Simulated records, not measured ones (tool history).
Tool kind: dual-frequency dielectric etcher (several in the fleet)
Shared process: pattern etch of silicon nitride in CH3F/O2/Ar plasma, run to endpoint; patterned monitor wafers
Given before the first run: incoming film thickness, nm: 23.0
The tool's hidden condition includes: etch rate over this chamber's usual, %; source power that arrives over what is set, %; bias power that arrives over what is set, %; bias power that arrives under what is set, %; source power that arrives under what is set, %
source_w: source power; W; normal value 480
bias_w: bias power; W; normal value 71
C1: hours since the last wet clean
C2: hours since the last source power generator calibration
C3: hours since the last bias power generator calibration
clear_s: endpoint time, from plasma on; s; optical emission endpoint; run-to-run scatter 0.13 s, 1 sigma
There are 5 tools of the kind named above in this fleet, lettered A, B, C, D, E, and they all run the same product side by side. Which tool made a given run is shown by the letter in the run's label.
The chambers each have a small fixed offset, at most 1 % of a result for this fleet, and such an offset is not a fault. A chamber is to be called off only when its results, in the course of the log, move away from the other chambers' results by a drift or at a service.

run 1A hour=2.9 | source_w=480 bias_w=71 | C1=97.3 C2=2719.0 C3=2090.8 | clear_s=31.119
run 2C hour=7.0 | source_w=480 bias_w=71 | C1=494.0 C2=841.4 C3=2420.3 | clear_s=31.185
run 3B hour=10.4 | source_w=480 bias_w=71 | C1=353.4 C2=1542.8 C3=2973.5 | clear_s=31.285
run 4D hour=12.5 | source_w=480 bias_w=71 | C1=348.5 C2=4335.2 C3=1439.1 | clear_s=31.098
run 5E hour=17.1 | source_w=480 bias_w=71 | C1=184.2 C2=116.6 C3=1523.2 | clear_s=30.765
run 6A hour=21.4 | source_w=370 bias_w=71 | C1=115.8 C2=2737.5 C3=2109.3 | clear_s=34.523
run 7B hour=24.5 | source_w=370 bias_w=71 | C1=367.5 C2=1556.9 C3=2987.6 | clear_s=34.402
run 8E hour=26.7 | source_w=370 bias_w=71 | C1=193.8 C2=126.2 C3=1532.8 | clear_s=34.017
run 9D hour=29.9 | source_w=370 bias_w=71 | C1=365.9 C2=4352.6 C3=1456.5 | clear_s=34.311
run 10C hour=34.2 | source_w=370 bias_w=71 | C1=521.2 C2=868.6 C3=2447.5 | clear_s=34.208
run 11A hour=37.3 | source_w=480 bias_w=71 | C1=131.7 C2=2753.4 C3=2125.2 | clear_s=31.115
run 12E hour=41.5 | source_w=480 bias_w=71 | C1=208.6 C2=141.0 C3=1547.6 | clear_s=31.047
run 13D hour=43.8 | source_w=480 bias_w=71 | C1=379.8 C2=4366.5 C3=1470.4 | clear_s=31.026
run 14B hour=47.4 | source_w=480 bias_w=71 | C1=390.4 C2=1579.8 C3=3010.5 | clear_s=31.329
run 15C hour=49.8 | source_w=530 bias_w=60 | C1=536.8 C2=884.2 C3=2463.1 | clear_s=31.762
run 16D hour=51.8 | source_w=530 bias_w=60 | C1=387.8 C2=4374.5 C3=1478.4 | clear_s=31.732
run 17C hour=54.9 | source_w=530 bias_w=60 | C1=541.9 C2=889.3 C3=2468.2 | clear_s=31.940
run 18E hour=58.5 | source_w=530 bias_w=60 | C1=225.6 C2=158.0 C3=1564.6 | clear_s=31.376
run 19A hour=62.4 | source_w=530 bias_w=60 | C1=156.8 C2=2778.5 C3=2150.3 | clear_s=31.755
run 20B hour=66.2 | source_w=480 bias_w=71 | C1=409.2 C2=1598.6 C3=3029.3 | clear_s=31.154
run 21A hour=68.6 | source_w=480 bias_w=89 | C1=163.0 C2=2784.7 C3=2156.5 | clear_s=28.871
run 22C hour=70.8 | source_w=480 bias_w=89 | C1=557.8 C2=905.2 C3=2484.1 | clear_s=28.566
run 23B hour=74.6 | source_w=480 bias_w=89 | C1=417.6 C2=1607.0 C3=3037.7 | clear_s=28.654
run 24D hour=78.0 | source_w=480 bias_w=89 | C1=414.0 C2=4400.7 C3=1504.6 | clear_s=28.630
run 25E hour=80.6 | source_w=480 bias_w=89 | C1=247.7 C2=180.1 C3=1586.7 | clear_s=28.690
run 26D hour=84.8 | source_w=480 bias_w=71 | C1=420.8 C2=4407.5 C3=1511.4 | clear_s=30.794
run 27A hour=87.6 | source_w=440 bias_w=87 | C1=182.0 C2=2803.7 C3=2175.5 | clear_s=29.932
run 28C hour=91.2 | source_w=440 bias_w=87 | C1=578.2 C2=925.6 C3=2504.5 | clear_s=30.209
run 29B hour=95.8 | source_w=440 bias_w=87 | C1=438.8 C2=1628.2 C3=3058.9 | clear_s=29.941
run 30E hour=100.2 | source_w=440 bias_w=87 | C1=267.3 C2=199.7 C3=1606.3 | clear_s=29.995
run 31D hour=103.0 | source_w=440 bias_w=87 | C1=439.0 C2=4425.7 C3=1529.6 | clear_s=29.965
run 32C hour=107.1 | source_w=480 bias_w=71 | C1=594.1 C2=941.5 C3=2520.4 | clear_s=31.140
run 33A hour=109.8 | source_w=480 bias_w=71 | C1=204.2 C2=2825.9 C3=2197.7 | clear_s=31.077
run 34E hour=114.1 | source_w=480 bias_w=71 | C1=281.2 C2=213.6 C3=1620.2 | clear_s=30.742
run 35B hour=117.2 | source_w=480 bias_w=71 | C1=460.2 C2=1649.6 C3=3080.3 | clear_s=31.439
run 36D hour=119.9 | source_w=480 bias_w=71 | C1=455.9 C2=4442.6 C3=1546.5 | clear_s=30.883
-- hour=123.3 chamber B: source power generator calibrated
run 37E hour=123.3 | source_w=480 bias_w=71 | C1=290.4 C2=222.8 C3=1629.4 | clear_s=30.826
run 38B hour=127.1 | source_w=480 bias_w=71 | C1=470.1 C2=3.9 C3=3090.2 | clear_s=31.293
run 39A hour=130.3 | source_w=480 bias_w=71 | C1=224.7 C2=2846.4 C3=2218.2 | clear_s=31.133
run 40C hour=134.5 | source_w=480 bias_w=71 | C1=621.5 C2=968.9 C3=2547.8 | clear_s=31.212
run 41E hour=137.5 | source_w=480 bias_w=71 | C1=304.6 C2=237.0 C3=1643.6 | clear_s=30.935

Is one chamber out of step, is the gauge drifting, or do the chambers differ by no more than their own small offsets? For an off chamber, give its letter and the likeliest cause.

No chamber is off and the gauge is stable; the differences are just each chamber's small, constant offset.
